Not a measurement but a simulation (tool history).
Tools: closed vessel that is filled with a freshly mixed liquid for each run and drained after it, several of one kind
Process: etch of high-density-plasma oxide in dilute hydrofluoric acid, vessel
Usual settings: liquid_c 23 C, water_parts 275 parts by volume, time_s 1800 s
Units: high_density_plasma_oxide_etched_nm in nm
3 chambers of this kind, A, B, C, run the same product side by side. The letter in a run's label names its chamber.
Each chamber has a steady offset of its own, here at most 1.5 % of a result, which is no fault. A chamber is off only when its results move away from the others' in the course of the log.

run,day,liquid_c,water_parts,time_s,hours since the thermometer was replaced,hours since the hydrofluoric acid flow meter was replaced,"read-back film thickness of the high-density-plasma oxide reference wafer, read on the same gauge (nm)",high_density_plasma_oxide_etched_nm
1B,0.138,23,275,1800,1019.1,507.9,40.010,28.095
2C,0.312,23,275,1800,33.5,620.2,40.039,27.824
3A,0.492,23,275,1800,536.5,709.3,40.031,27.898
4C,0.808,23,275,1800,45.4,632.1,40.028,27.800
5A,0.967,23,375,1800,547.9,720.7,39.982,18.767
6B,1.217,23,375,1800,1045.0,533.8,40.001,18.571
# day 1.446: chamber B: thermometer replaced
7C,1.467,23,375,1800,61.2,647.9,39.988,18.687
8B,1.762,23,275,1800,7.7,546.9,39.982,28.200
9A,1.942,23,275,1800,571.3,744.1,40.012,27.715
10B,2.175,23,275,1800,17.6,556.8,40.005,28.190
11A,2.367,23,275,1800,581.5,754.3,39.973,27.818
12C,2.633,23,275,1800,89.2,675.9,40.012,27.718
13C,2.892,23,275,2680,95.4,682.1,39.998,41.248
14A,3.033,23,275,2680,597.5,770.3,40.036,41.288
15B,3.300,23,275,2680,44.6,583.8,40.015,41.973
16A,3.579,23,275,1800,610.6,783.4,40.020,27.760
17C,3.854,23,275,1800,118.5,705.2,40.006,27.766
18B,4.008,23,275,1800,61.6,600.8,39.973,28.333
19C,4.288,23,275,1800,128.9,715.6,39.986,27.746
20A,4.546,23,275,1800,633.8,806.6,39.983,27.332
21B,4.804,23,275,1800,80.7,619.9,40.009,28.104
22C,5.050,23,275,1800,147.2,733.9,39.974,27.741
23B,5.262,21,365,1800,91.7,630.9,40.012,18.172
24A,5.488,21,365,1800,656.4,829.2,40.001,17.543
25B,5.762,21,365,1800,103.7,642.9,40.013,18.132
26C,5.912,23,275,1800,167.9,754.6,39.974,27.812
27A,6.092,23,275,1800,670.9,843.7,40.031,26.895
28C,6.400,23,275,1800,179.6,766.3,40.045,27.730
29B,6.671,23,275,1800,125.5,664.7,39.965,28.230
30A,6.979,23,275,1800,692.2,865.0,39.993,26.728

All 3 chambers run these settings next. Forecast each chamber's results:
31A,7.208,23,340,1800,,,,?
31B,7.208,23,340,1800,,,,?
31C,7.208,23,340,1800,,,,?

run,high_density_plasma_oxide_etched_nm
31A,20.529
31B,21.492
31C,21.247

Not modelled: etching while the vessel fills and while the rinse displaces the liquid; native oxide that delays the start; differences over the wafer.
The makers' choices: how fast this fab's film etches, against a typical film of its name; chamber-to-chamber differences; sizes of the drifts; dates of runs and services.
